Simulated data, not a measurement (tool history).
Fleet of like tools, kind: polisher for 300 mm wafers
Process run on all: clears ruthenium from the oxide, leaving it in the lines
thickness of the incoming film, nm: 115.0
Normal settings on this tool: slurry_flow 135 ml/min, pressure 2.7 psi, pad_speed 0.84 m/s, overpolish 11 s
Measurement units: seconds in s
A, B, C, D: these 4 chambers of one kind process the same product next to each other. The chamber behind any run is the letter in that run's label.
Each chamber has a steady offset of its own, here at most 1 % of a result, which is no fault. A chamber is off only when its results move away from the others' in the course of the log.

run	hour	slurry_flow	pressure	pad_speed	overpolish	seconds
1D	9.7	135	2.7	0.84	11	81.515
2C	18.2	135	2.7	0.84	11	81.150
3A	24.6	135	2.7	0.84	11	82.541
4B	31.2	135	2.7	0.84	11	83.513
5B	38.7	135	2.7	0.84	11	84.800
# hour 43.4: chamber C: worn pad replaced by a new one
6D	47.7	135	3.6	0.62	11	85.352
7C	56.8	135	3.6	0.62	11	84.470
# hour 65.4: chamber D: worn pad replaced by a new one
# hour 65.7: chamber A: worn pad replaced by a new one
8A	66.7	135	3.6	0.62	11	86.193
9D	72.6	135	3.6	0.62	11	84.333
10A	80.7	135	2.7	0.94	4	72.900
11C	90.9	135	2.7	0.94	4	75.589
# hour 91.6: chamber C: head pressure recalibrated
12B	97.1	135	2.7	0.94	4	76.216
13A	104.4	135	2.7	0.94	4	74.792
# hour 106.9: chamber C: slurry nozzle cleaned
14C	109.2	135	2.7	0.84	11	83.951
15D	113.8	135	2.7	0.84	11	83.089
16B	118.7	135	2.7	0.84	9	83.842
17C	124.4	135	2.7	0.84	9	82.744
18A	132.5	135	2.7	0.84	9	84.664
19D	140.6	135	2.7	0.84	9	86.196
20B	148.5	135	2.7	0.84	11	83.327
21D	157.0	135	2.7	0.84	11	85.677
22C	165.3	135	2.7	0.84	11	82.818
# hour 167.8: chamber C: worn pad replaced by a new one
23A	172.7	135	2.7	0.84	11	83.445
24B	181.2	135	2.7	0.84	11	84.000
25A	188.7	135	2.7	0.84	11	85.395
# hour 194.1: chamber D: worn pad replaced by a new one
26B	194.5	135	3.3	0.84	6	68.556
27C	200.5	135	3.3	0.84	6	65.620
28D	205.8	135	3.3	0.84	6	70.920
29D	215.0	135	3.3	0.84	6	71.504
30A	222.9	135	2.7	0.84	11	83.514
31C	231.9	135	2.7	0.84	11	79.197

Is one chamber off against the others, does the gauge drift, or is nothing wrong? If a chamber is off, say which, and what the likeliest cause is.

Little by little, chamber D moves away from the other chambers.
Most likely cause: slurry flow missing at the pad, % = 37.
The log may not tell that from: head's pressure below its setpoint, %.

Chamber D could run next with any of the 4 candidate recipes listed below; each alters the usual settings, and their results appear as question marks. Which one brings its results back in line with what the other chambers deliver on the usual settings?
Allowed miss from the other chambers' usual-settings mean, per result, to count as in line: seconds 4.100 s
32D-1	239.1	135	2.8	0.88	11	?
32D-2	239.1	130	2.7	0.72	11	?
32D-3	239.1	130	2.5	0.84	11	?
32D-4	239.1	135	2.7	0.98	11	?

Mean of the other chambers on the usual settings: seconds 83.528 s
run	seconds
32D-1	83.280
32D-2	106.770
32D-3	98.655
32D-4	77.481
The answer is 32D-1, which returns the chamber to within the allowed miss of the others.

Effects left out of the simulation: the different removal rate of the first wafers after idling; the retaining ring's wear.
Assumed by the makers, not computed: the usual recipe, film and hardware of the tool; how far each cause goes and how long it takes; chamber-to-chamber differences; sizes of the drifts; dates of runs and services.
